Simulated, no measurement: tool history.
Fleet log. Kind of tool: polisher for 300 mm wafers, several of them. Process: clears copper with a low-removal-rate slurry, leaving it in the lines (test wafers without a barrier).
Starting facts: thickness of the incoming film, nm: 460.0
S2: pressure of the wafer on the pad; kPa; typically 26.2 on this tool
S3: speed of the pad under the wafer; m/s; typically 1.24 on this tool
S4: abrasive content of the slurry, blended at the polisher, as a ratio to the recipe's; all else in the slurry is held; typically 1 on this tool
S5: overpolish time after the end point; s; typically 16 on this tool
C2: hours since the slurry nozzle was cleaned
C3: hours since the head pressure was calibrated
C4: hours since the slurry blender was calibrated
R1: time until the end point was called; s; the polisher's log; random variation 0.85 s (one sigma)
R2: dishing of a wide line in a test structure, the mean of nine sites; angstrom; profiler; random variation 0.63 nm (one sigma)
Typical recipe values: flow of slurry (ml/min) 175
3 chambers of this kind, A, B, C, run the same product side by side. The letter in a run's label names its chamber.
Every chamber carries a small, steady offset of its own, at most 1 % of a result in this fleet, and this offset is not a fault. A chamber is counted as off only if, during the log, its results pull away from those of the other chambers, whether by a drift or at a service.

Run 1B, hour 5.7: usual settings; wafers polished on this pad 482; C2 14.1; C3 27; C4 184.1. Result: R1 90.369 s, R2 556.51 angstrom.
At hour 6.6: chamber B: slurry blender recalibrated.
Run 2A, hour 9.4: usual settings; wafers polished on this pad 380; C2 62.8; C3 211.8; C4 357.2. Result: R1 89.249 s, R2 559.88 angstrom.
Run 3C, hour 15.7: usual settings; wafers polished on this pad 729; C2 292.1; C3 140.5; C4 333.5. Result: R1 90.42 s, R2 561.88 angstrom.
Run 4C, hour 20.6: usual settings; wafers polished on this pad 781; C2 297; C3 145.4; C4 338.4. Result: R1 89.776 s, R2 549.31 angstrom.
Run 5A, hour 23.6: usual settings; wafers polished on this pad 531; C2 77; C3 226; C4 371.4. Result: R1 89.512 s, R2 567.02 angstrom.
At hour 27.3: chamber A: slurry blender recalibrated.
Run 6B, hour 27.6: usual settings; wafers polished on this pad 715; C2 36; C3 48.9; C4 21. Result: R1 92.403 s, R2 566.75 angstrom.
Run 7B, hour 31.6: usual settings but S4 1.2, S5 24 s; wafers polished on this pad 758; C2 40; C3 52.9; C4 25. Result: R1 86.583 s, R2 774.51 angstrom.
Run 8C, hour 34.6: usual settings but S4 1.2, S5 24 s; wafers polished on this pad 930; C2 311; C3 159.4; C4 352.4. Result: R1 88.289 s, R2 802.45 angstrom.
At hour 35: chamber B: worn pad replaced by a new one.
Run 9A, hour 38.6: usual settings but S4 1.2, S5 24 s; wafers polished on this pad 691; C2 92; C3 241; C4 11.4. Result: R1 87.12 s, R2 790.45 angstrom.
Run 10C, hour 44.5: usual settings; wafers polished on this pad 1035; C2 320.9; C3 169.3; C4 362.3. Result: R1 90.957 s, R2 547.67 angstrom.
At hour 48.3: chamber A: worn pad replaced by a new one.
Run 11A, hour 49.6: usual settings; wafers polished on this pad 14; C2 103; C3 252; C4 22.4. Result: R1 90.832 s, R2 558.96 angstrom.
Run 12B, hour 55.2: usual settings; wafers polished on this pad 215; C2 63.6; C3 76.5; C4 48.6. Result: R1 91.02 s, R2 558.14 angstrom.
Run 13C, hour 59.1: usual settings; wafers polished on this pad 1191; C2 335.5; C3 183.9; C4 376.9. Result: R1 90.462 s, R2 552.41 angstrom.
Run 14B, hour 61.8: usual settings but flow of slurry (ml/min) 195; wafers polished on this pad 286; C2 70.2; C3 83.1; C4 55.2. Result: R1 88.292 s, R2 562.95 angstrom.
Run 15A, hour 65.7: usual settings but flow of slurry (ml/min) 195; wafers polished on this pad 186; C2 119.1; C3 268.1; C4 38.5. Result: R1 89.796 s, R2 557.88 angstrom.
Run 16B, hour 69.5: usual settings but flow of slurry (ml/min) 195; wafers polished on this pad 368; C2 77.9; C3 90.8; C4 62.9. Result: R1 89.877 s, R2 555.79 angstrom.
At hour 71.9: chamber C: worn pad replaced by a new one.
Run 17C, hour 75.7: usual settings; wafers polished on this pad 41; C2 352.1; C3 200.5; C4 393.5. Result: R1 89.287 s, R2 563.17 angstrom.
Run 18A, hour 79.7: usual settings; wafers polished on this pad 335; C2 133.1; C3 282.1; C4 52.5. Result: R1 91.568 s, R2 549.95 angstrom.
Run 19C, hour 84: usual settings; wafers polished on this pad 129; C2 360.4; C3 208.8; C4 401.8. Result: R1 91.106 s, R2 566.07 angstrom.
Run 20B, hour 90.2: usual settings; wafers polished on this pad 588; C2 98.6; C3 111.5; C4 83.6. Result: R1 89.808 s, R2 555.34 angstrom.
Run 21A, hour 93.5: usual settings; wafers polished on this pad 482; C2 146.9; C3 295.9; C4 66.3. Result: R1 91.525 s, R2 556 angstrom.
At hour 94.2: chamber A: head pressure recalibrated.
At hour 94.2: chamber C: slurry nozzle cleaned.
At hour 96.5: chamber B: worn pad replaced by a new one.
Run 22A, hour 96.6: usual settings; wafers polished on this pad 515; C2 150; C3 2.5; C4 69.4. Result: R1 100.81 s, R2 501.77 angstrom.
Run 23B, hour 99.6: usual settings; wafers polished on this pad 33; C2 108; C3 120.9; C4 93. Result: R1 91.98 s, R2 552.53 angstrom.
Run 24C, hour 103.2: usual settings; wafers polished on this pad 334; C2 9; C3 228; C4 421. Result: R1 91.298 s, R2 553.83 angstrom.
Run 25C, hour 107.1: usual settings; wafers polished on this pad 375; C2 12.9; C3 231.9; C4 424.9. Result: R1 91.878 s, R2 542.29 angstrom.
Run 26A, hour 110.5: usual settings but flow of slurry (ml/min) 130, S4 1.15; wafers polished on this pad 663; C2 163.9; C3 16.4; C4 83.3. Result: R1 102.37 s, R2 483.63 angstrom.
At hour 115.6: chamber A: worn pad replaced by a new one.
Run 27B, hour 115.6: usual settings but flow of slurry (ml/min) 130, S4 1.15; wafers polished on this pad 203; C2 124; C3 136.9; C4 109. Result: R1 92.17 s, R2 544.69 angstrom.
Run 28A, hour 118.6: usual settings but flow of slurry (ml/min) 130, S4 1.15; wafers polished on this pad 32; C2 172; C3 24.5; C4 91.4. Result: R1 104.32 s, R2 489.28 angstrom.
Run 29C, hour 123.8: usual settings; wafers polished on this pad 553; C2 29.6; C3 248.6; C4 441.6. Result: R1 91.862 s, R2 547.98 angstrom.
Run 30B, hour 127.2: usual settings; wafers polished on this pad 327; C2 135.6; C3 148.5; C4 120.6. Result: R1 90.453 s, R2 561.99 angstrom.
Run 31A, hour 132.6: usual settings but S4 1.2; wafers polished on this pad 181; C2 186; C3 38.5; C4 105.4. Result: R1 96.62 s, R2 515.73 angstrom.
Run 32C, hour 135.5: usual settings but S4 1.2; wafers polished on this pad 678; C2 41.3; C3 260.3; C4 453.3. Result: R1 87.876 s, R2 578.23 angstrom.
Run 33B, hour 141.7: usual settings but S4 1.2; wafers polished on this pad 481; C2 150.1; C3 163; C4 135.1. Result: R1 88.171 s, R2 580.41 angstrom.
Run 34A, hour 146.5: usual settings; wafers polished on this pad 329; C2 199.9; C3 52.4; C4 119.3. Result: R1 101.01 s, R2 490.31 angstrom.
Run 35C, hour 152.6: usual settings; wafers polished on this pad 860; C2 58.4; C3 277.4; C4 470.4. Result: R1 90.174 s, R2 555.09 angstrom.
Run 36B, hour 155.6: usual settings but S2 34.5 kPa; wafers polished on this pad 629; C2 164; C3 176.9; C4 149. Result: R1 69.385 s, R2 711.55 angstrom.
At hour 158.3: chamber C: slurry blender recalibrated.
At hour 161.1: chamber B: worn pad replaced by a new one.
Run 37A, hour 161.5: usual settings but S2 34.5 kPa; wafers polished on this pad 489; C2 214.9; C3 67.4; C4 134.3. Result: R1 78.05 s, R2 637.1 angstrom.
Run 38C, hour 165.6: usual settings but S2 34.5 kPa; wafers polished on this pad 999; C2 71.4; C3 290.4; C4 7.3. Result: R1 69.183 s, R2 711.2 angstrom.
Run 39B, hour 171.8: usual settings but S4 0.9, S5 10 s; wafers polished on this pad 114; C2 180.2; C3 193.1; C4 165.2. Result: R1 93.924 s, R2 357.28 angstrom.
At hour 176.1: chamber C: worn pad replaced by a new one.
Run 40C, hour 176.1: usual settings but S4 0.9, S5 10 s; wafers polished on this pad 0; C2 81.9; C3 300.9; C4 17.8. Result: R1 92.968 s, R2 361.55 angstrom.
Run 41A, hour 181.8: usual settings but S4 0.9, S5 10 s; wafers polished on this pad 705; C2 235.2; C3 87.7; C4 154.6. Result: R1 103.05 s, R2 331.23 angstrom.

Is one chamber out of step, is the gauge drifting, or do the chambers differ by no more than their own small offsets? For an off chamber, give its letter and the likeliest cause.

Chamber A came out of a service off from its peers and stayed that way.
What lies behind it: head's pressure below its setpoint, % = 11.1.

Here are 4 candidates for chamber A's next run, each the usual settings with a change, their results left as question marks. Which one brings its results back in line with what the others give on the usual settings?
To be in line, a result may differ from the other chambers' mean on the usual settings by at most: R1 3 s; R2 22 angstrom
Run 42A-1, hour 186.4: usual settings but S2 27.6 kPa, S3 1.3 m/s. Result: R1 ?, R2 ?.
Run 42A-2, hour 186.4: usual settings but S2 24.8 kPa, S3 1.18 m/s. Result: R1 ?, R2 ?.
Run 42A-3, hour 186.4: usual settings but S2 26.9 kPa, S3 1.26 m/s. Result: R1 ?, R2 ?.
Run 42A-4, hour 186.4: usual settings but S2 25.5 kPa, S3 1.22 m/s. Result: R1 ?, R2 ?.

Usual-settings mean across the other chambers: R1 90.762 s; R2 555.38 angstrom
  run      R1      R2
42A-1  91.941   543.4
42A-2  112.33  454.97
42A-3  97.246  517.35
42A-4  105.77  479.97
It is 42A-1 that realigns the chamber with its peers.
